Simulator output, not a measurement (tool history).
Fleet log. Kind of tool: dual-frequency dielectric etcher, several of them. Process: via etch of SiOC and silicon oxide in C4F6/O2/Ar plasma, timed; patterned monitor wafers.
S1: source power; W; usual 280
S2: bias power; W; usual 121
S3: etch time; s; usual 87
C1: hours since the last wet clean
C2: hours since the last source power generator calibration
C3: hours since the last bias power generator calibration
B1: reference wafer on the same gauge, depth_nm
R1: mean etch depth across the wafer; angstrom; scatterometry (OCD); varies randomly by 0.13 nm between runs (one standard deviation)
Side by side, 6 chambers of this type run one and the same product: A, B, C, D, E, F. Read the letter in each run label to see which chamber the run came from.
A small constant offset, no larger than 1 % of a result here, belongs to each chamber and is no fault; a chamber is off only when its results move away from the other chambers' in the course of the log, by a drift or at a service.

run	hour	S1	S2	S3	C1	C2	C3	B1	R1
1F	10.3	280	121	87	322.1	3328.3	1049.4	85.262	758.02
# hour 15.1: chamber A: bias power generator calibrated
2D	19.4	280	121	87	182.1	2010.8	1394.7	85.273	751.13
3E	25.8	280	121	87	283.7	1953.8	3007.9	85.268	752.8
4C	38.2	280	121	87	42.1	2597.4	2294.6	85.234	752.75
# hour 39.8: chamber B: wet clean of the chamber
5B	49.9	250	148	87	10.2	1548.9	1007.6	85.245	773.11
6A	61.6	250	148	87	153.4	703.9	46.5	85.202	767.92
7F	68.6	250	148	87	380.4	3386.6	1107.7	85.2	770.54
8B	74.2	250	148	87	34.5	1573.2	1031.9	85.186	773.9
9C	82.5	250	148	87	86.4	2641.7	2338.9	85.139	764.02
10A	92	250	148	87	183.8	734.3	76.9	85.134	769.94
11E	100.2	280	121	87	358.1	2028.2	3082.3	85.183	752.05
12D	111.6	300	104	87	274.3	2103	1486.9	85.125	734.18
13D	124.5	300	104	87	287.2	2115.9	1499.8	85.092	733.3
14C	131.5	300	104	87	135.4	2690.7	2387.9	85.115	734.38
15A	142.6	300	104	87	234.4	784.9	127.5	85.063	740.64
# hour 143.3: chamber F: wet clean of the chamber
16B	148.8	300	104	87	109.1	1647.8	1106.5	85.07	744.85
17F	157.6	300	104	87	14.4	3475.6	1196.7	85.054	740.95
18E	168.4	280	121	87	426.3	2096.4	3150.5	85.032	752.51
# hour 169.4: chamber B: source power generator calibrated
19A	176.1	280	141	87	267.9	818.4	161	85.006	790.07
# hour 178.9: chamber C: bias power generator calibrated
20E	186.2	280	141	87	444.1	2114.2	3168.3	84.984	788.57
21C	196.2	280	141	87	200.1	2755.4	17.3	85.025	783.6
22F	208.9	280	141	87	65.7	3526.9	1248	84.985	790.43
23D	219.1	280	141	87	381.8	2210.5	1594.4	84.952	782.28
24B	228.5	280	141	87	188.8	59.1	1186.2	84.976	792.47
25E	237.1	250	121	98.5	495	2165.1	3219.2	84.947	812.72
# hour 240: chamber E: wet clean of the chamber
26D	249.8	250	121	98.5	412.5	2241.2	1625.1	84.929	807.77
27A	258.9	250	121	98.5	350.7	901.2	243.8	84.908	815.5
# hour 268.1: chamber C: source power generator calibrated
28F	268.4	250	121	98.5	125.2	3586.4	1307.5	84.875	816.46
29C	275.6	250	121	98.5	279.5	7.6	96.7	84.878	808.14
30B	285	250	121	98.5	245.3	115.6	1242.7	84.912	818.43
31D	292.3	280	121	87	455	2283.7	1667.6	84.833	746.36
32F	300.4	280	148	87	157.2	3618.4	1339.5	84.904	801.21
33B	310.3	280	148	87	270.6	140.9	1268	84.841	806.11
34C	316.1	280	148	87	320	48.1	137.2	84.822	794.73
35E	327.2	280	148	87	87.2	2255.2	3309.3	84.825	798.38
36A	336.1	280	148	87	427.9	978.4	321	84.793	799.43
37F	343	280	148	87	199.8	3661	1382.1	84.795	800.58
38D	350.8	280	121	87	513.5	2342.2	1726.1	84.8	745.95
39E	356.8	280	121	87	116.8	2284.8	3338.9	84.797	749.55
40A	365.1	280	121	87	456.9	1007.4	350	84.776	750.3
41B	373.3	210	121	105	333.6	203.9	1331	84.772	810.56
42C	382.9	210	121	105	386.8	114.9	204	84.69	805.01

Does one chamber stand apart from the rest, does the shared gauge drift, or is all well apart from small per-chamber offsets? Give the chamber and the most likely cause, where there is one.

The shared gauge is drifting. All chambers look as if they move in step, but none is off.
What lies behind it: gauge reads low (%) = 0.68.
